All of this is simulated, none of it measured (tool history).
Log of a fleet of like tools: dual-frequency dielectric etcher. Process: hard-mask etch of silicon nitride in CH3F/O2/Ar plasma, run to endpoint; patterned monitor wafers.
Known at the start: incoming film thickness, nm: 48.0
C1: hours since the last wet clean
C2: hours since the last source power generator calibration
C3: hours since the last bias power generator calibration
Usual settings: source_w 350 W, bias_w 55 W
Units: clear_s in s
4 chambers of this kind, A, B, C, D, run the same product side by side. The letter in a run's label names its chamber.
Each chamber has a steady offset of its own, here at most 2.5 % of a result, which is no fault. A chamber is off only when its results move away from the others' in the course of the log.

{"hour": 5.1, "done": "chamber C: source power generator calibrated"}
{"run": "1D", "hour": 15.1, "source_w": 350, "bias_w": 55, "C1": 609.0, "C2": 1614.9, "C3": 262.1, "clear_s": 80.048}
{"run": "2C", "hour": 25.6, "source_w": 350, "bias_w": 55, "C1": 330.0, "C2": 20.5, "C3": 1330.2, "clear_s": 79.578}
{"hour": 31.1, "done": "chamber A: source power generator calibrated"}
{"run": "3A", "hour": 40.7, "source_w": 350, "bias_w": 55, "C1": 278.3, "C2": 9.7, "C3": 3196.5, "clear_s": 80.461}
{"run": "4B", "hour": 54.7, "source_w": 350, "bias_w": 55, "C1": 270.9, "C2": 1429.4, "C3": 2269.0, "clear_s": 77.443}
{"hour": 56.7, "done": "chamber D: wet clean of the chamber"}
{"run": "5A", "hour": 65.0, "source_w": 350, "bias_w": 55, "C1": 302.6, "C2": 34.0, "C3": 3220.8, "clear_s": 80.858}
{"run": "6C", "hour": 79.7, "source_w": 350, "bias_w": 55, "C1": 384.1, "C2": 74.6, "C3": 1384.3, "clear_s": 79.73}
{"run": "7B", "hour": 90.7, "source_w": 430, "bias_w": 55, "C1": 306.9, "C2": 1465.4, "C3": 2305.0, "clear_s": 71.455}
{"run": "8D", "hour": 104.3, "source_w": 430, "bias_w": 55, "C1": 47.6, "C2": 1704.1, "C3": 351.3, "clear_s": 74.247}
{"run": "9C", "hour": 119.4, "source_w": 430, "bias_w": 55, "C1": 423.8, "C2": 114.3, "C3": 1424.0, "clear_s": 73.308}
{"run": "10B", "hour": 128.1, "source_w": 430, "bias_w": 55, "C1": 344.3, "C2": 1502.8, "C3": 2342.4, "clear_s": 72.074}
{"run": "11A", "hour": 139.5, "source_w": 350, "bias_w": 55, "C1": 377.1, "C2": 108.5, "C3": 3295.3, "clear_s": 80.208}
{"run": "12D", "hour": 153.2, "source_w": 350, "bias_w": 55, "C1": 96.5, "C2": 1753.0, "C3": 400.2, "clear_s": 79.004}
{"run": "13B", "hour": 164.2, "source_w": 350, "bias_w": 55, "C1": 380.4, "C2": 1538.9, "C3": 2378.5, "clear_s": 77.656}
{"run": "14A", "hour": 177.3, "source_w": 350, "bias_w": 55, "C1": 414.9, "C2": 146.3, "C3": 3333.1, "clear_s": 80.928}
{"run": "15D", "hour": 185.1, "source_w": 350, "bias_w": 55, "C1": 128.4, "C2": 1784.9, "C3": 432.1, "clear_s": 79.683}
{"run": "16C", "hour": 198.1, "source_w": 400, "bias_w": 55, "C1": 502.5, "C2": 193.0, "C3": 1502.7, "clear_s": 75.775}
{"hour": 203.0, "done": "chamber B: bias power generator calibrated"}
{"run": "17D", "hour": 211.8, "source_w": 400, "bias_w": 55, "C1": 155.1, "C2": 1811.6, "C3": 458.8, "clear_s": 76.405}
{"run": "18B", "hour": 222.2, "source_w": 400, "bias_w": 55, "C1": 438.4, "C2": 1596.9, "C3": 19.2, "clear_s": 73.865}
{"run": "19C", "hour": 234.8, "source_w": 400, "bias_w": 55, "C1": 539.2, "C2": 229.7, "C3": 1539.4, "clear_s": 75.187}
{"hour": 242.4, "done": "chamber B: wet clean of the chamber"}
{"run": "20A", "hour": 249.6, "source_w": 350, "bias_w": 55, "C1": 487.2, "C2": 218.6, "C3": 3405.4, "clear_s": 80.331}
{"run": "21B", "hour": 262.5, "source_w": 350, "bias_w": 55, "C1": 20.1, "C2": 1637.2, "C3": 59.5, "clear_s": 77.34}
{"run": "22C", "hour": 271.8, "source_w": 350, "bias_w": 55, "C1": 576.2, "C2": 266.7, "C3": 1576.4, "clear_s": 79.784}
{"run": "23D", "hour": 281.3, "source_w": 350, "bias_w": 66, "C1": 224.6, "C2": 1881.1, "C3": 528.3, "clear_s": 75.158}
{"hour": 293.0, "done": "chamber C: wet clean of the chamber"}
{"run": "24A", "hour": 296.7, "source_w": 350, "bias_w": 66, "C1": 534.3, "C2": 265.7, "C3": 3452.5, "clear_s": 75.846}
{"run": "25D", "hour": 303.8, "source_w": 350, "bias_w": 66, "C1": 247.1, "C2": 1903.6, "C3": 550.8, "clear_s": 75.069}
{"run": "26B", "hour": 315.0, "source_w": 350, "bias_w": 66, "C1": 72.6, "C2": 1689.7, "C3": 112.0, "clear_s": 73.361}
{"run": "27A", "hour": 322.1, "source_w": 390, "bias_w": 55, "C1": 559.7, "C2": 291.1, "C3": 3477.9, "clear_s": 77.505}
{"run": "28C", "hour": 330.1, "source_w": 390, "bias_w": 55, "C1": 37.1, "C2": 325.0, "C3": 1634.7, "clear_s": 76.374}

Is one chamber off against the others, does the gauge drift, or is nothing wrong? If a chamber is off, say which, and what the likeliest cause is.

No chamber stands off beyond its own small offset, and the gauge holds steady.
